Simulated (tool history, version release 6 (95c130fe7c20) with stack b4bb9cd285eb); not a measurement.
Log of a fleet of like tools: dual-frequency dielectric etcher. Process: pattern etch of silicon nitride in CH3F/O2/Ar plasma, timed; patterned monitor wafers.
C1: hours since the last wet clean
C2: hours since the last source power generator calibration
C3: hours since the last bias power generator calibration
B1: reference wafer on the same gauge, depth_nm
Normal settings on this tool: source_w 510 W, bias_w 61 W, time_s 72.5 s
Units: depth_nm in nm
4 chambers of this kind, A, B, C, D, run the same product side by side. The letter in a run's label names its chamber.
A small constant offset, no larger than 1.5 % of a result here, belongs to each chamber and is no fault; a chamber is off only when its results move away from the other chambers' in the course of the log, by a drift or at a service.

Run 1B, hour 7.8: usual settings; C1 463.9; C2 1086.6; C3 2262.8; B1 47.516. Result: depth_nm 52.962 nm.
Run 2D, hour 16.6: usual settings; C1 167.1; C2 239.7; C3 472.4; B1 47.545. Result: depth_nm 52.959 nm.
Run 3C, hour 24.2: usual settings; C1 515.5; C2 928.5; C3 1091.4; B1 47.496. Result: depth_nm 53.419 nm.
Run 4A, hour 36.2: usual settings; C1 242.5; C2 3594.3; C3 898.4; B1 47.568. Result: depth_nm 52.235 nm.
Run 5A, hour 43.9: usual settings; C1 250.2; C2 3602; C3 906.1; B1 47.567. Result: depth_nm 52.261 nm.
Run 6C, hour 50.2: usual settings; C1 541.5; C2 954.5; C3 1117.4; B1 47.516. Result: depth_nm 53.674 nm.
At hour 58.8: chamber B: wet clean of the chamber.
Run 7B, hour 59.6: usual settings; C1 0.8; C2 1138.4; C3 2314.6; B1 47.522. Result: depth_nm 52.186 nm.
Run 8D, hour 66.1: usual settings; C1 216.6; C2 289.2; C3 521.9; B1 47.52. Result: depth_nm 52.877 nm.
At hour 67.1: chamber C: wet clean of the chamber.
Run 9D, hour 77.5: usual settings but source_w 460 W, time_s 79 s; C1 228; C2 300.6; C3 533.3; B1 47.514. Result: depth_nm 55.377 nm.
Run 10C, hour 87.4: usual settings but source_w 460 W, time_s 79 s; C1 20.4; C2 991.7; C3 1154.6; B1 47.497. Result: depth_nm 56.348 nm.
Run 11A, hour 95.2: usual settings but source_w 460 W, time_s 79 s; C1 301.5; C2 3653.3; C3 957.4; B1 47.487. Result: depth_nm 54.98 nm.
Run 12B, hour 104.1: usual settings but source_w 460 W, time_s 79 s; C1 45.3; C2 1182.9; C3 2359.1; B1 47.506. Result: depth_nm 54.672 nm.
Run 13B, hour 109.3: usual settings but time_s 82.5 s; C1 50.5; C2 1188.1; C3 2364.3; B1 47.543. Result: depth_nm 59.773 nm.
Run 14D, hour 118.2: usual settings but time_s 82.5 s; C1 268.7; C2 341.3; C3 574; B1 47.499. Result: depth_nm 59.897 nm.
Run 15A, hour 126.5: usual settings but time_s 82.5 s; C1 332.8; C2 3684.6; C3 988.7; B1 47.512. Result: depth_nm 59.57 nm.
Run 16C, hour 137.9: usual settings but time_s 82.5 s; C1 70.9; C2 1042.2; C3 1205.1; B1 47.564. Result: depth_nm 60.74 nm.
Run 17D, hour 146.5: usual settings but source_w 460 W, time_s 89.5 s; C1 297; C2 369.6; C3 602.3; B1 47.49. Result: depth_nm 62.574 nm.
Run 18B, hour 156.2: usual settings but source_w 460 W, time_s 89.5 s; C1 97.4; C2 1235; C3 2411.2; B1 47.503. Result: depth_nm 62.567 nm.
Run 19A, hour 163.8: usual settings but source_w 460 W, time_s 89.5 s; C1 370.1; C2 3721.9; C3 1026; B1 47.522. Result: depth_nm 62.065 nm.
Run 20C, hour 172.3: usual settings but source_w 460 W, time_s 89.5 s; C1 105.3; C2 1076.6; C3 1239.5; B1 47.501. Result: depth_nm 63.51 nm.
Run 21C, hour 183.4: usual settings; C1 116.4; C2 1087.7; C3 1250.6; B1 47.52. Result: depth_nm 53.87 nm.
Run 22B, hour 193.1: usual settings; C1 134.3; C2 1271.9; C3 2448.1; B1 47.474. Result: depth_nm 52.126 nm.
Run 23A, hour 204.6: usual settings but bias_w 72 W; C1 410.9; C2 3762.7; C3 1066.8; B1 47.495. Result: depth_nm 55.562 nm.
Run 24D, hour 212.6: usual settings but bias_w 72 W; C1 363.1; C2 435.7; C3 668.4; B1 47.513. Result: depth_nm 55.961 nm.
Run 25D, hour 220.8: usual settings but bias_w 72 W; C1 371.3; C2 443.9; C3 676.6; B1 47.492. Result: depth_nm 55.094 nm.
Run 26C, hour 226.4: usual settings but bias_w 72 W; C1 159.4; C2 1130.7; C3 1293.6; B1 47.505. Result: depth_nm 56.106 nm.
Run 27B, hour 234.1: usual settings; C1 175.3; C2 1312.9; C3 2489.1; B1 47.471. Result: depth_nm 52.681 nm.
Run 28A, hour 241.8: usual settings; C1 448.1; C2 3799.9; C3 1104; B1 47.509. Result: depth_nm 52.455 nm.
Run 29C, hour 249.3: usual settings; C1 182.3; C2 1153.6; C3 1316.5; B1 47.517. Result: depth_nm 53.854 nm.
Run 30D, hour 257.3: usual settings; C1 407.8; C2 480.4; C3 713.1; B1 47.5. Result: depth_nm 52.755 nm.
Run 31B, hour 263.3: usual settings; C1 204.5; C2 1342.1; C3 2518.3; B1 47.459. Result: depth_nm 52.349 nm.
Run 32A, hour 272.3: usual settings but source_w 590 W, bias_w 50 W; C1 478.6; C2 3830.4; C3 1134.5; B1 47.5. Result: depth_nm 51.832 nm.
Run 33B, hour 281.5: usual settings but source_w 590 W, bias_w 50 W; C1 222.7; C2 1360.3; C3 2536.5; B1 47.525. Result: depth_nm 52.017 nm.
Run 34A, hour 293.3: usual settings but source_w 590 W, bias_w 50 W; C1 499.6; C2 3851.4; C3 1155.5; B1 47.496. Result: depth_nm 52.342 nm.
Run 35C, hour 303.7: usual settings but source_w 590 W, bias_w 50 W; C1 236.7; C2 1208; C3 1370.9; B1 47.49. Result: depth_nm 53.043 nm.
At hour 307.8: chamber D: wet clean of the chamber.
Run 36D, hour 309.1: usual settings; C1 1.3; C2 532.2; C3 764.9; B1 47.541. Result: depth_nm 52.72 nm.
Run 37D, hour 318.8: usual settings but source_w 470 W, bias_w 53 W; C1 11; C2 541.9; C3 774.6; B1 47.542. Result: depth_nm 48.862 nm.

Decide between three cases: one chamber stands off from its peers, the gauge reading all wafers drifts, or nothing is wrong past each chamber's small offset. Where a chamber is off, say which and what most likely put it there.

No chamber is off and the gauge is stable; the differences are just each chamber's small, constant offset.

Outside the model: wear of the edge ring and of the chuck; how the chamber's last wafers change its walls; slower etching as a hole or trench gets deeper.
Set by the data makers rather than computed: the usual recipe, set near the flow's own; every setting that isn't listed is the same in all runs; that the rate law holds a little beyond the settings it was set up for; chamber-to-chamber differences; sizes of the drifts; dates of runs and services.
